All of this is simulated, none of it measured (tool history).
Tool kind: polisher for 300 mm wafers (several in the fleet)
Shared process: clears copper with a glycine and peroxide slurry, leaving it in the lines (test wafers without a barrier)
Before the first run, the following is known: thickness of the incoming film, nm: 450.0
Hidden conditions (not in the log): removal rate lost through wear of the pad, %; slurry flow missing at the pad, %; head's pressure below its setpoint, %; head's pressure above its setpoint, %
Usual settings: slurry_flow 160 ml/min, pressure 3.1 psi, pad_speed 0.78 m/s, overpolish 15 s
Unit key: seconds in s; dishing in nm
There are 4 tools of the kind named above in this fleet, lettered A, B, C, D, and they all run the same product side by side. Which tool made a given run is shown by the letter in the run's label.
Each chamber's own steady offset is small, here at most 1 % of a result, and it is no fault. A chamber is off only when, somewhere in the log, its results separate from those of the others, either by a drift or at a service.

| run | day | slurry_flow | pressure | pad_speed | overpolish | wafers polished on this pad | hours since the slurry nozzle was cleaned | hours since the head pressure was calibrated | seconds | dishing |
|---|---|---|---|---|---|---|---|---|---|---|
| 1C | 0.279 | 160 | 3.1 | 0.78 | 15 | 269 | 102.1 | 241.5 | 104.5 | 44.675 |
| 2B | 0.5 | 160 | 3.1 | 0.78 | 15 | 500 | 399.4 | 241 | 106.59 | 44.841 |
|  | 0.533 | chamber A: slurry nozzle cleaned |
| 3D | 0.854 | 160 | 3.1 | 0.78 | 15 | 1247 | 243.3 | 500.6 | 103.41 | 45.729 |
| 4A | 1.125 | 160 | 3.1 | 0.78 | 15 | 508 | 14.3 | 242.7 | 104.93 | 46.343 |
| 5C | 1.346 | 160 | 3.1 | 0.78 | 15 | 484 | 127.7 | 267.1 | 104.36 | 45.365 |
| 6D | 1.588 | 160 | 3.8 | 0.78 | 15 | 1395 | 260.9 | 518.2 | 89.612 | 55.471 |
|  | 1.792 | chamber D: worn pad replaced by a new one |
| 7A | 1.888 | 160 | 3.8 | 0.78 | 15 | 661 | 32.6 | 261 | 87.437 | 54.992 |
| 8B | 2.262 | 160 | 3.8 | 0.78 | 15 | 855 | 441.7 | 283.3 | 89.067 | 53.819 |
| 9A | 2.538 | 160 | 3.8 | 0.78 | 15 | 792 | 48.2 | 276.6 | 89.13 | 53.182 |
| 10C | 2.929 | 160 | 3.1 | 0.78 | 15 | 803 | 165.7 | 305.1 | 105.45 | 45.224 |
|  | 2.954 | chamber C: worn pad replaced by a new one |
| 11B | 3.196 | 160 | 3.1 | 0.78 | 15 | 1043 | 464.1 | 305.7 | 104.64 | 45.902 |
| 12D | 3.521 | 160 | 3.1 | 0.78 | 15 | 348 | 307.3 | 564.6 | 101.23 | 48.47 |
| 13C | 3.921 | 160 | 3.1 | 0.78 | 15 | 195 | 189.5 | 328.9 | 105.27 | 47.187 |
| 14A | 4.254 | 200 | 3.1 | 0.78 | 7 | 1138 | 89.4 | 317.8 | 104.19 | 24.744 |
|  | 4.396 | chamber A: worn pad replaced by a new one |
| 15B | 4.542 | 200 | 3.1 | 0.78 | 7 | 1314 | 496.4 | 338 | 101.87 | 24.579 |
|  | 4.588 | chamber B: worn pad replaced by a new one |
|  | 4.729 | chamber B: slurry nozzle cleaned |
| 16D | 4.842 | 200 | 3.1 | 0.78 | 7 | 614 | 339 | 596.3 | 102.88 | 24.269 |
| 17B | 5.121 | 200 | 3.1 | 0.78 | 7 | 108 | 9.4 | 351.9 | 99.287 | 24.252 |
| 18D | 5.417 | 160 | 3.1 | 0.78 | 15 | 729 | 352.8 | 610.1 | 107.75 | 47.519 |
| 19C | 5.662 | 160 | 3.1 | 0.78 | 15 | 545 | 231.3 | 370.7 | 103.04 | 46.141 |
| 20A | 6.017 | 160 | 3.1 | 0.78 | 15 | 326 | 131.7 | 360.1 | 106.86 | 45.075 |
| 21D | 6.338 | 160 | 3.1 | 0.78 | 15 | 915 | 374.9 | 632.2 | 104.36 | 47.932 |
| 22B | 6.542 | 160 | 3.1 | 0.78 | 15 | 394 | 43.5 | 386 | 104.87 | 45.819 |
|  | 6.858 | chamber C: worn pad replaced by a new one |
| 23C | 6.892 | 160 | 3.1 | 0.78 | 15 | 7 | 260.8 | 400.2 | 102.36 | 45.754 |
| 24A | 7.083 | 160 | 3.8 | 0.78 | 7 | 541 | 157.3 | 385.7 | 90.019 | 26.513 |
| 25B | 7.454 | 160 | 3.8 | 0.78 | 7 | 577 | 65.4 | 407.9 | 88.395 | 27.344 |
| 26A | 7.758 | 160 | 3.8 | 0.78 | 7 | 677 | 173.5 | 401.9 | 90.229 | 26.07 |
| 27D | 8.1 | 160 | 3.8 | 0.78 | 7 | 1270 | 417.2 | 674.5 | 88.568 | 27.529 |

The same settings go to every chamber for the next run, one line per chamber below. Forecast the results for each:
| 28A | 8.408 | 160 | 3.1 | 0.78 | 15 |  |  |  | ? | ? |
| 28B | 8.408 | 160 | 3.1 | 0.78 | 15 |  |  |  | ? | ? |
| 28C | 8.408 | 160 | 3.1 | 0.78 | 15 |  |  |  | ? | ? |
| 28D | 8.408 | 160 | 3.1 | 0.78 | 15 |  |  |  | ? | ? |

| run | seconds | dishing |
|---|---|---|
| 28A | 104.66 | 45.929 |
| 28B | 104.65 | 46.622 |
| 28C | 104.65 | 46.294 |
| 28D | 103.85 | 47.623 |
